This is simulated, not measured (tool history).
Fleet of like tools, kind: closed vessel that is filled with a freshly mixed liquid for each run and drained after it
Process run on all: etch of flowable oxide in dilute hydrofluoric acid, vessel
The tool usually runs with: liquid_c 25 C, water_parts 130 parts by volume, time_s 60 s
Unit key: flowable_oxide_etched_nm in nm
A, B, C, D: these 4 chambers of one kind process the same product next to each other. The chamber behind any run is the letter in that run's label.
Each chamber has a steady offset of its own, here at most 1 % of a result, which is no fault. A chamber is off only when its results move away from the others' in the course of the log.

run    day  liquid_c  water_parts  time_s  hours since the thermometer was replaced  hours since the hydrofluoric acid flow meter was replaced  read-back film thickness of the flowable oxide reference wafer, read on the same gauge (nm)  flowable_oxide_etched_nm
 1C  0.212        25          130      60                                    2411.6                                                      786.1                                                                                       150.01                    15.569
 2D    0.4        25          130      60                                    2224.8                                                      397.9                                                                                       150.03                    15.932
 3B  0.717        25          130      60                                       957                                                      723.7                                                                                       150.01                    15.647
 4A  0.979        25          130      60                                     521.8                                                      213.2                                                                                       149.99                    15.483
 5A  1.267        25          130      60                                     528.7                                                      220.1                                                                                          150                    15.523
 6B  1.592        25          130      60                                       978                                                      744.7                                                                                       149.99                    15.474
 7C  1.817        25          130      60                                    2450.1                                                      824.6                                                                                          150                    15.334
 8D  2.088        25          130      60                                    2265.3                                                      438.4                                                                                       149.99                    15.807
 9D  2.296        25          130      60                                    2270.3                                                      443.4                                                                                          150                    15.624
10A  2.646        25          130      60                                     561.8                                                      253.2                                                                                          150                    15.289
11C  3.017        25          130      60                                    2478.9                                                      853.4                                                                                       149.98                    15.408
12B  3.312        25          130      95                                    1019.3                                                        786                                                                                       149.99                    24.523
13C  3.554        25          130      95                                    2491.8                                                      866.3                                                                                       150.02                    24.163
     3.688  -- chamber C: hydrofluoric acid flow meter replaced
14D  3.842        25          130      95                                    2307.4                                                      480.5                                                                                          150                    24.904
15B  4.183        25          130      95                                    1040.2                                                      806.9                                                                                       150.02                    24.268
16A  4.408        25          130      60                                     604.1                                                      295.5                                                                                          150                    15.564
17D  4.633        21          130      40                                    2326.4                                                      499.5                                                                                       150.01                    8.9093
18A  5.012        21          130      40                                     618.6                                                        310                                                                                          150                    8.8922
19C  5.292        21          130      40                                    2533.5                                                       38.5                                                                                       150.03                    8.8388
20B  5.642        21          130      40                                    1075.2                                                      841.9                                                                                       149.99                    8.3402
21A  5.917        25          130      60                                     640.3                                                      331.7                                                                                       150.01                    15.621
22D   6.25        25          130      60                                    2365.2                                                      538.3                                                                                       149.99                    15.613
23C  6.438        23          130      80                                      2561                                                         66                                                                                          150                    18.878
24B  6.658        23          130      80                                    1099.6                                                      866.3                                                                                       150.01                     18.12
25B  6.892        23          130      80                                    1105.2                                                      871.9                                                                                       150.01                    17.911
     7.008  -- chamber D: thermometer replaced
26D  7.254        23          130      80                                         6                                                      562.4                                                                                          150                    19.249
27A  7.517        25          130      60                                     678.7                                                      370.1                                                                                       149.99                    15.718
28C  7.712        25          130      60                                    2591.6                                                       96.6                                                                                          150                     15.53
29D  8.038        25          130      60                                      24.8                                                      581.2                                                                                       150.03                    15.536
30B  8.408        25          130      60                                    1141.6                                                      908.3                                                                                          150                    14.568

All 4 chambers run these settings next. Forecast each chamber's results:
31A  8.679        25          130      60                                                                                                                                                                                                                           ?
31B  8.679        25          130      60                                                                                                                                                                                                                           ?
31C  8.679        25          130      60                                                                                                                                                                                                                           ?
31D  8.679        25          130      60                                                                                                                                                                                                                           ?

run  flowable_oxide_etched_nm
31A                    15.771
31B                    14.173
31C                    15.297
31D                    15.589
